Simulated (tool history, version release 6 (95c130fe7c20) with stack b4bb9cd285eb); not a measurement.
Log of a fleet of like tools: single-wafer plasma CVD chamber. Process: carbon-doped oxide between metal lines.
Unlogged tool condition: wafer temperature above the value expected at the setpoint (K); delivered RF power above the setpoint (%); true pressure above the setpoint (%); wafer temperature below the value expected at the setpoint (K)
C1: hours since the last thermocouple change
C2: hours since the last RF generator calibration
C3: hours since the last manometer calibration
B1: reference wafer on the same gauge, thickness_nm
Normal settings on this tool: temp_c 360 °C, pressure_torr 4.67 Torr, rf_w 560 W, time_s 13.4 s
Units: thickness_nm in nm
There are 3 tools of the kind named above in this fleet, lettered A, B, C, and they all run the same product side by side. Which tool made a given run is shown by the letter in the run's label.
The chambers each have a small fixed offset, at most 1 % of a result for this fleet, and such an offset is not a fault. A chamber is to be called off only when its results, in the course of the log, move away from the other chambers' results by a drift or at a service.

{"run": "1C", "day": 0.225, "temp_c": 360, "pressure_torr": 4.67, "rf_w": 560, "time_s": 13.4, "C1": 1899.1, "C2": 519.9, "C3": 34.1, "B1": 76.2, "thickness_nm": 71.969}
{"run": "2B", "day": 0.538, "temp_c": 360, "pressure_torr": 4.67, "rf_w": 560, "time_s": 13.4, "C1": 291, "C2": 47.5, "C3": 89.3, "B1": 76.171, "thickness_nm": 71.433}
{"run": "3A", "day": 0.788, "temp_c": 360, "pressure_torr": 4.67, "rf_w": 560, "time_s": 13.4, "C1": 868.2, "C2": 1025.4, "C3": 1121.3, "B1": 76.149, "thickness_nm": 71.096}
{"run": "4B", "day": 1.238, "temp_c": 360, "pressure_torr": 4.67, "rf_w": 560, "time_s": 13.4, "C1": 307.8, "C2": 64.3, "C3": 106.1, "B1": 76.124, "thickness_nm": 71.391}
{"run": "5A", "day": 1.508, "temp_c": 360, "pressure_torr": 4.67, "rf_w": 560, "time_s": 13.4, "C1": 885.5, "C2": 1042.7, "C3": 1138.6, "B1": 76.147, "thickness_nm": 71.421}
{"run": "6C", "day": 1.958, "temp_c": 360, "pressure_torr": 4.67, "rf_w": 560, "time_s": 13.4, "C1": 1940.7, "C2": 561.5, "C3": 75.7, "B1": 76.133, "thickness_nm": 71.947}
{"run": "7A", "day": 2.204, "temp_c": 354, "pressure_torr": 5.8, "rf_w": 560, "time_s": 13.4, "C1": 902.2, "C2": 1059.4, "C3": 1155.3, "B1": 76.095, "thickness_nm": 74.431}
{"run": "8B", "day": 2.504, "temp_c": 354, "pressure_torr": 5.8, "rf_w": 560, "time_s": 13.4, "C1": 338.2, "C2": 94.7, "C3": 136.5, "B1": 76.082, "thickness_nm": 74.706}
{"run": "9C", "day": 2.75, "temp_c": 354, "pressure_torr": 5.8, "rf_w": 560, "time_s": 13.4, "C1": 1959.7, "C2": 580.5, "C3": 94.7, "B1": 76.098, "thickness_nm": 75.156}
{"run": "10C", "day": 3.062, "temp_c": 360, "pressure_torr": 4.67, "rf_w": 560, "time_s": 13.4, "C1": 1967.2, "C2": 588, "C3": 102.2, "B1": 76.102, "thickness_nm": 71.85}
{"run": "11B", "day": 3.512, "temp_c": 360, "pressure_torr": 4.67, "rf_w": 560, "time_s": 13.4, "C1": 362.4, "C2": 118.9, "C3": 160.7, "B1": 76.062, "thickness_nm": 71.404}
{"run": "12A", "day": 3.95, "temp_c": 360, "pressure_torr": 4.67, "rf_w": 560, "time_s": 13.4, "C1": 944.1, "C2": 1101.3, "C3": 1197.2, "B1": 76.054, "thickness_nm": 71.146}
{"run": "13C", "day": 4.283, "temp_c": 360, "pressure_torr": 4.67, "rf_w": 560, "time_s": 13.4, "C1": 1996.5, "C2": 617.3, "C3": 131.5, "B1": 76.008, "thickness_nm": 71.927}
{"run": "14B", "day": 4.654, "temp_c": 360, "pressure_torr": 4.67, "rf_w": 560, "time_s": 13.4, "C1": 389.8, "C2": 146.3, "C3": 188.1, "B1": 75.99, "thickness_nm": 71.269}
{"run": "15A", "day": 5.146, "temp_c": 360, "pressure_torr": 4.67, "rf_w": 560, "time_s": 13.4, "C1": 972.8, "C2": 1130, "C3": 1225.9, "B1": 76, "thickness_nm": 71.079}
{"run": "16C", "day": 5.646, "temp_c": 360, "pressure_torr": 4.67, "rf_w": 560, "time_s": 13.4, "C1": 2029.2, "C2": 650, "C3": 164.2, "B1": 75.967, "thickness_nm": 71.801}
{"run": "17A", "day": 5.962, "temp_c": 360, "pressure_torr": 4.67, "rf_w": 560, "time_s": 13.4, "C1": 992.4, "C2": 1149.6, "C3": 1245.5, "B1": 75.951, "thickness_nm": 71.161}
{"run": "18B", "day": 6.392, "temp_c": 360, "pressure_torr": 4.67, "rf_w": 560, "time_s": 13.4, "C1": 431.5, "C2": 188, "C3": 229.8, "B1": 75.916, "thickness_nm": 71.479}
{"run": "19A", "day": 6.846, "temp_c": 360, "pressure_torr": 4.67, "rf_w": 560, "time_s": 13.4, "C1": 1013.6, "C2": 1170.8, "C3": 1266.7, "B1": 75.879, "thickness_nm": 71.084}
{"run": "20B", "day": 7.142, "temp_c": 360, "pressure_torr": 4.67, "rf_w": 560, "time_s": 13.4, "C1": 449.5, "C2": 206, "C3": 247.8, "B1": 75.907, "thickness_nm": 71.448}
{"run": "21C", "day": 7.604, "temp_c": 360, "pressure_torr": 4.67, "rf_w": 560, "time_s": 13.4, "C1": 2076.2, "C2": 697, "C3": 211.2, "B1": 75.867, "thickness_nm": 71.737}
{"run": "22A", "day": 7.954, "temp_c": 374, "pressure_torr": 4.67, "rf_w": 560, "time_s": 13.4, "C1": 1040.2, "C2": 1197.4, "C3": 1293.3, "B1": 75.901, "thickness_nm": 68.861}
{"run": "23B", "day": 8.388, "temp_c": 374, "pressure_torr": 4.67, "rf_w": 560, "time_s": 13.4, "C1": 479.4, "C2": 235.9, "C3": 277.7, "B1": 75.852, "thickness_nm": 68.879}
{"run": "24C", "day": 8.654, "temp_c": 374, "pressure_torr": 4.67, "rf_w": 560, "time_s": 13.4, "C1": 2101.4, "C2": 722.2, "C3": 236.4, "B1": 75.836, "thickness_nm": 69.183}
{"run": "25A", "day": 9.138, "temp_c": 360, "pressure_torr": 4.67, "rf_w": 560, "time_s": 13.4, "C1": 1068.6, "C2": 1225.8, "C3": 1321.7, "B1": 75.836, "thickness_nm": 71.013}
{"run": "26C", "day": 9.567, "temp_c": 348, "pressure_torr": 4.67, "rf_w": 560, "time_s": 13.4, "C1": 2123.3, "C2": 744.1, "C3": 258.3, "B1": 75.8, "thickness_nm": 73.956}
{"run": "27B", "day": 10.008, "temp_c": 348, "pressure_torr": 4.67, "rf_w": 560, "time_s": 13.4, "C1": 518.3, "C2": 274.8, "C3": 316.6, "B1": 75.78, "thickness_nm": 73.554}
{"run": "28A", "day": 10.508, "temp_c": 348, "pressure_torr": 4.67, "rf_w": 560, "time_s": 13.4, "C1": 1101.5, "C2": 1258.7, "C3": 1354.6, "B1": 75.776, "thickness_nm": 73.346}
{"run": "29B", "day": 10.829, "temp_c": 360, "pressure_torr": 4.67, "rf_w": 560, "time_s": 13.4, "C1": 538, "C2": 294.5, "C3": 336.3, "B1": 75.78, "thickness_nm": 71.136}

Each of the 3 chambers runs these same settings next. Fill in every chamber's results:
{"run": "30A", "day": 11.192, "temp_c": 360, "pressure_torr": 4.67, "rf_w": 655, "time_s": 13.4, "thickness_nm": "?"}
{"run": "30B", "day": 11.192, "temp_c": 360, "pressure_torr": 4.67, "rf_w": 655, "time_s": 13.4, "thickness_nm": "?"}
{"run": "30C", "day": 11.192, "temp_c": 360, "pressure_torr": 4.67, "rf_w": 655, "time_s": 13.4, "thickness_nm": "?"}

run=30A thickness_nm=78.074
run=30B thickness_nm=77.941
run=30C thickness_nm=78.482
